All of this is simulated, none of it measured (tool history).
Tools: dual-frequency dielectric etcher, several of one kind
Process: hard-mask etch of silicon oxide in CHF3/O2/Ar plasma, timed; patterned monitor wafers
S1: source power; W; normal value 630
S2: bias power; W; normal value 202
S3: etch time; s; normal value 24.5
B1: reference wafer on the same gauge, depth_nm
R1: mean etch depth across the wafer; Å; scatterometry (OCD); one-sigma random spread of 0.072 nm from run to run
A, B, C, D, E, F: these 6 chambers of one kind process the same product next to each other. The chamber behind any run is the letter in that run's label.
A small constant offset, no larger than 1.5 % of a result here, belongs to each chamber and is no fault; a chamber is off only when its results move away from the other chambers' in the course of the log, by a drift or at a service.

Run 1E, day 0.275: usual settings; B1 46.204. Result: R1 517.1 Å.
Run 2A, day 0.746: usual settings; B1 46.209. Result: R1 512.1 Å.
Run 3C, day 1.062: usual settings; B1 46.192. Result: R1 511.54 Å.
Run 4B, day 1.538: usual settings; B1 46.163. Result: R1 507.59 Å.
At day 1.567: chamber F: wet clean of the chamber.
Run 5D, day 2.033: usual settings but S1 760 W, S3 19.5 s; B1 46.185. Result: R1 441.5 Å.
At day 2.254: chamber B: bias power generator calibrated.
Run 6F, day 2.504: usual settings but S1 760 W, S3 19.5 s; B1 46.151. Result: R1 440.12 Å.
Run 7A, day 2.825: usual settings but S1 760 W, S3 19.5 s; B1 46.136. Result: R1 437.55 Å.
Run 8F, day 3.192: usual settings but S1 760 W, S3 19.5 s; B1 46.137. Result: R1 439.84 Å.
Run 9D, day 3.642: usual settings but S1 760 W, S3 19.5 s; B1 46.147. Result: R1 440.63 Å.
Run 10E, day 4.071: usual settings but S1 760 W, S3 19.5 s; B1 46.133. Result: R1 440.96 Å.
At day 4.279: chamber D: wet clean of the chamber.
Run 11B, day 4.329: usual settings; B1 46.132. Result: R1 506.31 Å.
Run 12C, day 4.858: usual settings; B1 46.088. Result: R1 509.62 Å.
Run 13B, day 5.204: usual settings but S1 510 W, S3 30 s; B1 46.104. Result: R1 573.29 Å.
Run 14E, day 5.625: usual settings but S1 510 W, S3 30 s; B1 46.111. Result: R1 584.8 Å.
Run 15D, day 6.142: usual settings but S1 510 W, S3 30 s; B1 46.088. Result: R1 580.64 Å.
Run 16C, day 6.383: usual settings but S1 510 W, S3 30 s; B1 46.088. Result: R1 575.58 Å.
Run 17A, day 6.683: usual settings but S1 510 W, S3 30 s; B1 46.09. Result: R1 578.49 Å.
Run 18F, day 7.05: usual settings but S1 510 W, S3 30 s; B1 46.069. Result: R1 580.42 Å.
Run 19E, day 7.562: usual settings; B1 46.059. Result: R1 516.15 Å.
Run 20F, day 7.958: usual settings; B1 46.057. Result: R1 513.5 Å.
Run 21D, day 8.375: usual settings; B1 46.045. Result: R1 513.78 Å.
Run 22C, day 8.667: usual settings; B1 46.058. Result: R1 509.65 Å.
Run 23A, day 8.946: usual settings; B1 46.041. Result: R1 511.54 Å.
Run 24B, day 9.375: usual settings but S1 770 W; B1 46.026. Result: R1 545.79 Å.
Run 25D, day 9.704: usual settings but S1 770 W; B1 46.009. Result: R1 554.25 Å.
Run 26A, day 10.067: usual settings but S1 770 W; B1 46.024. Result: R1 550.45 Å.
Run 27C, day 10.417: usual settings but S1 770 W; B1 46.009. Result: R1 550.06 Å.
Run 28E, day 10.858: usual settings but S1 770 W; B1 46.005. Result: R1 556.42 Å.
Run 29B, day 11.221: usual settings but S1 770 W; B1 46.015. Result: R1 545.62 Å.
Run 30F, day 11.733: usual settings; B1 45.99. Result: R1 513.23 Å.
Run 31C, day 11.971: usual settings; B1 45.985. Result: R1 508.49 Å.
Run 32E, day 12.275: usual settings; B1 45.979. Result: R1 514.63 Å.
At day 12.617: chamber B: wet clean of the chamber.
Run 33A, day 12.658: usual settings; B1 45.971. Result: R1 509.98 Å.
Run 34B, day 12.938: usual settings; B1 45.96. Result: R1 504.5 Å.
Run 35F, day 13.396: usual settings; B1 45.95. Result: R1 511.67 Å.
Run 36D, day 13.788: usual settings; B1 45.932. Result: R1 513.01 Å.
Run 37D, day 14.312: usual settings but S2 234 W; B1 45.947. Result: R1 540.4 Å.
Run 38C, day 14.642: usual settings but S2 234 W; B1 45.928. Result: R1 534.16 Å.

Next, every chamber runs the same settings. What will each give?
Run 39A, day 15.025: usual settings. Result: R1 ?.
Run 39B, day 15.025: usual settings. Result: R1 ?.
Run 39C, day 15.025: usual settings. Result: R1 ?.
Run 39D, day 15.025: usual settings. Result: R1 ?.
Run 39E, day 15.025: usual settings. Result: R1 ?.
Run 39F, day 15.025: usual settings. Result: R1 ?.

run      R1
39A  509.03
39B  503.75
39C  509.16
39D  512.83
39E  513.91
39F  512.55

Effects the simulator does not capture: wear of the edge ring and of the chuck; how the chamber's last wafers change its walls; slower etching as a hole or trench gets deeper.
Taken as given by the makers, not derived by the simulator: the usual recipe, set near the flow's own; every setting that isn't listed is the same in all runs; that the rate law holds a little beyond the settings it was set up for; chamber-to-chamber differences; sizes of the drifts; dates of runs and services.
